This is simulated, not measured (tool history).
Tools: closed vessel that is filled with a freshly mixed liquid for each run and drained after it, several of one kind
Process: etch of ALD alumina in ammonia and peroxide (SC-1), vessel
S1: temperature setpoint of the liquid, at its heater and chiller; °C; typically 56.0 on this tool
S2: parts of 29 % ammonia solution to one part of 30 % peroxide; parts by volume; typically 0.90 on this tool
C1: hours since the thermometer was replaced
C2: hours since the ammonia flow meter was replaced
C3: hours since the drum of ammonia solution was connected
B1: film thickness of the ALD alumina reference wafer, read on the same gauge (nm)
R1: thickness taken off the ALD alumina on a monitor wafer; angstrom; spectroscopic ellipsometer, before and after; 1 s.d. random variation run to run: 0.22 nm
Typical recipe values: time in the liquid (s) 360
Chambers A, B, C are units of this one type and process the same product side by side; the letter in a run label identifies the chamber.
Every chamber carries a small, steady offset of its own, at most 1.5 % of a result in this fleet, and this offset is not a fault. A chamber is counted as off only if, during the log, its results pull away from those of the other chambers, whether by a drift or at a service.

Run 1A, hour 9.9: usual settings; C1 36.0; C2 1472.9; C3 635.1; B1 110.00. Result: R1 286.81 angstrom.
Run 2B, hour 16.2: usual settings; C1 262.1; C2 501.3; C3 811.6; B1 109.99. Result: R1 283.63 angstrom.
Run 3C, hour 27.4: usual settings; C1 267.3; C2 1013.1; C3 92.5; B1 110.00. Result: R1 289.08 angstrom.
Run 4A, hour 35.2: usual settings; C1 61.3; C2 1498.2; C3 660.4; B1 109.99. Result: R1 282.93 angstrom.
Run 5C, hour 45.7: usual settings but time in the liquid (s) 240; C1 285.6; C2 1031.4; C3 110.8; B1 109.99. Result: R1 191.12 angstrom.
Run 6B, hour 54.1: usual settings but time in the liquid (s) 240; C1 300.0; C2 539.2; C3 849.5; B1 110.00. Result: R1 189.73 angstrom.
Run 7B, hour 61.9: usual settings but time in the liquid (s) 240; C1 307.8; C2 547.0; C3 857.3; B1 109.99. Result: R1 190.67 angstrom.
Run 8C, hour 73.2: usual settings; C1 313.1; C2 1058.9; C3 138.3; B1 110.00. Result: R1 291.29 angstrom.
Run 9A, hour 82.0: usual settings; C1 108.1; C2 1545.0; C3 707.2; B1 110.01. Result: R1 287.16 angstrom.
Run 10A, hour 90.0: usual settings; C1 116.1; C2 1553.0; C3 715.2; B1 110.00. Result: R1 286.47 angstrom.
Run 11B, hour 96.1: usual settings; C1 342.0; C2 581.2; C3 891.5; B1 110.03. Result: R1 283.02 angstrom.
At hour 103.8: chamber A: new drum of ammonia solution connected.
Run 12C, hour 107.0: usual settings; C1 346.9; C2 1092.7; C3 172.1; B1 109.99. Result: R1 292.81 angstrom.
Run 13C, hour 115.6: usual settings; C1 355.5; C2 1101.3; C3 180.7; B1 110.00. Result: R1 287.29 angstrom.
Run 14B, hour 122.7: usual settings; C1 368.6; C2 607.8; C3 918.1; B1 110.01. Result: R1 281.84 angstrom.
Run 15A, hour 132.2: usual settings; C1 158.3; C2 1595.2; C3 28.4; B1 110.01. Result: R1 286.91 angstrom.
Run 16B, hour 141.4: usual settings; C1 387.3; C2 626.5; C3 936.8; B1 110.01. Result: R1 282.49 angstrom.
Run 17A, hour 148.4: usual settings; C1 174.5; C2 1611.4; C3 44.6; B1 110.02. Result: R1 285.39 angstrom.
Run 18C, hour 155.1: usual settings; C1 395.0; C2 1140.8; C3 220.2; B1 110.00. Result: R1 291.52 angstrom.
Run 19B, hour 160.9: usual settings but S1 63.0 °C, time in the liquid (s) 540; C1 406.8; C2 646.0; C3 956.3; B1 109.98. Result: R1 614.13 angstrom.
Run 20A, hour 172.6: usual settings but S1 63.0 °C, time in the liquid (s) 540; C1 198.7; C2 1635.6; C3 68.8; B1 110.01. Result: R1 615.29 angstrom.
Run 21C, hour 185.5: usual settings but S1 63.0 °C, time in the liquid (s) 540; C1 425.4; C2 1171.2; C3 250.6; B1 110.01. Result: R1 638.06 angstrom.
Run 22B, hour 191.9: usual settings; C1 437.8; C2 677.0; C3 987.3; B1 109.99. Result: R1 284.79 angstrom.
Run 23C, hour 198.7: usual settings but S1 60.0 °C; C1 438.6; C2 1184.4; C3 263.8; B1 110.01. Result: R1 366.29 angstrom.
Run 24A, hour 207.8: usual settings but S1 60.0 °C; C1 233.9; C2 1670.8; C3 104.0; B1 110.00. Result: R1 355.47 angstrom.
Run 25B, hour 218.3: usual settings but S1 60.0 °C; C1 464.2; C2 703.4; C3 1013.7; B1 110.00. Result: R1 349.00 angstrom.
Run 26C, hour 228.8: usual settings but S1 51.5 °C, S2 0.55 parts by volume; C1 468.7; C2 1214.5; C3 293.9; B1 109.97. Result: R1 226.18 angstrom.
Run 27A, hour 238.2: usual settings but S1 51.5 °C, S2 0.55 parts by volume; C1 264.3; C2 1701.2; C3 134.4; B1 110.00. Result: R1 213.36 angstrom.
Run 28A, hour 245.4: usual settings but S1 51.5 °C, S2 0.55 parts by volume; C1 271.5; C2 1708.4; C3 141.6; B1 110.00. Result: R1 214.63 angstrom.
Run 29C, hour 258.1: usual settings; C1 498.0; C2 1243.8; C3 323.2; B1 109.99. Result: R1 306.64 angstrom.
Run 30B, hour 266.9: usual settings; C1 512.8; C2 752.0; C3 1062.3; B1 109.99. Result: R1 279.30 angstrom.
Run 31A, hour 272.6: usual settings; C1 298.7; C2 1735.6; C3 168.8; B1 110.01. Result: R1 288.28 angstrom.
Run 32C, hour 280.4: usual settings; C1 520.3; C2 1266.1; C3 345.5; B1 110.00. Result: R1 307.14 angstrom.
Run 33B, hour 286.1: usual settings; C1 532.0; C2 771.2; C3 1081.5; B1 110.01. Result: R1 283.82 angstrom.
Run 34C, hour 294.1: usual settings; C1 534.0; C2 1279.8; C3 359.2; B1 110.01. Result: R1 311.29 angstrom.
Run 35B, hour 305.8: usual settings; C1 551.7; C2 790.9; C3 1101.2; B1 110.01. Result: R1 283.15 angstrom.
At hour 312.2: chamber B: new drum of ammonia solution connected.
Run 36A, hour 316.6: usual settings; C1 342.7; C2 1779.6; C3 212.8; B1 110.00. Result: R1 287.52 angstrom.
Run 37A, hour 326.7: usual settings; C1 352.8; C2 1789.7; C3 222.9; B1 109.99. Result: R1 285.50 angstrom.
Run 38C, hour 336.7: usual settings; C1 576.6; C2 1322.4; C3 401.8; B1 110.00. Result: R1 311.40 angstrom.
Run 39B, hour 348.3: usual settings; C1 594.2; C2 833.4; C3 36.2; B1 110.02. Result: R1 285.62 angstrom.

Which is it: a chamber that has drifted or been left off by a service, a gauge drift common to all chambers, or only each chamber's usual small offset? If a chamber is off, name it and its likeliest cause.

Little by little, chamber C moves away from the other chambers.
Most likely cause: liquid hotter than its thermometer reads (K) = 1.78.

Below are 4 candidate recipes for chamber C's next run, each the usual settings with a change, their results shown as question marks. Which of them brings C's results back in line with what the other chambers give on the usual settings?
A result is in line if it is within this distance of the other chambers' mean on the usual settings: R1 7.70 angstrom
Run 40C-1, hour 357.6: usual settings but S1 57.5 °C, time in the liquid (s) 400. Result: R1 ?.
Run 40C-2, hour 357.6: usual settings but S1 57.0 °C, time in the liquid (s) 380. Result: R1 ?.
Run 40C-3, hour 357.6: usual settings but S1 54.0 °C. Result: R1 ?.
Run 40C-4, hour 357.6: usual settings but S1 52.5 °C. Result: R1 ?.

On the usual settings, the other chambers give on average: R1 285.32 angstrom
  run      R1
40C-1  378.24
40C-2  350.35
40C-3  284.35
40C-4  262.88
It is 40C-3 that realigns the chamber with its peers.
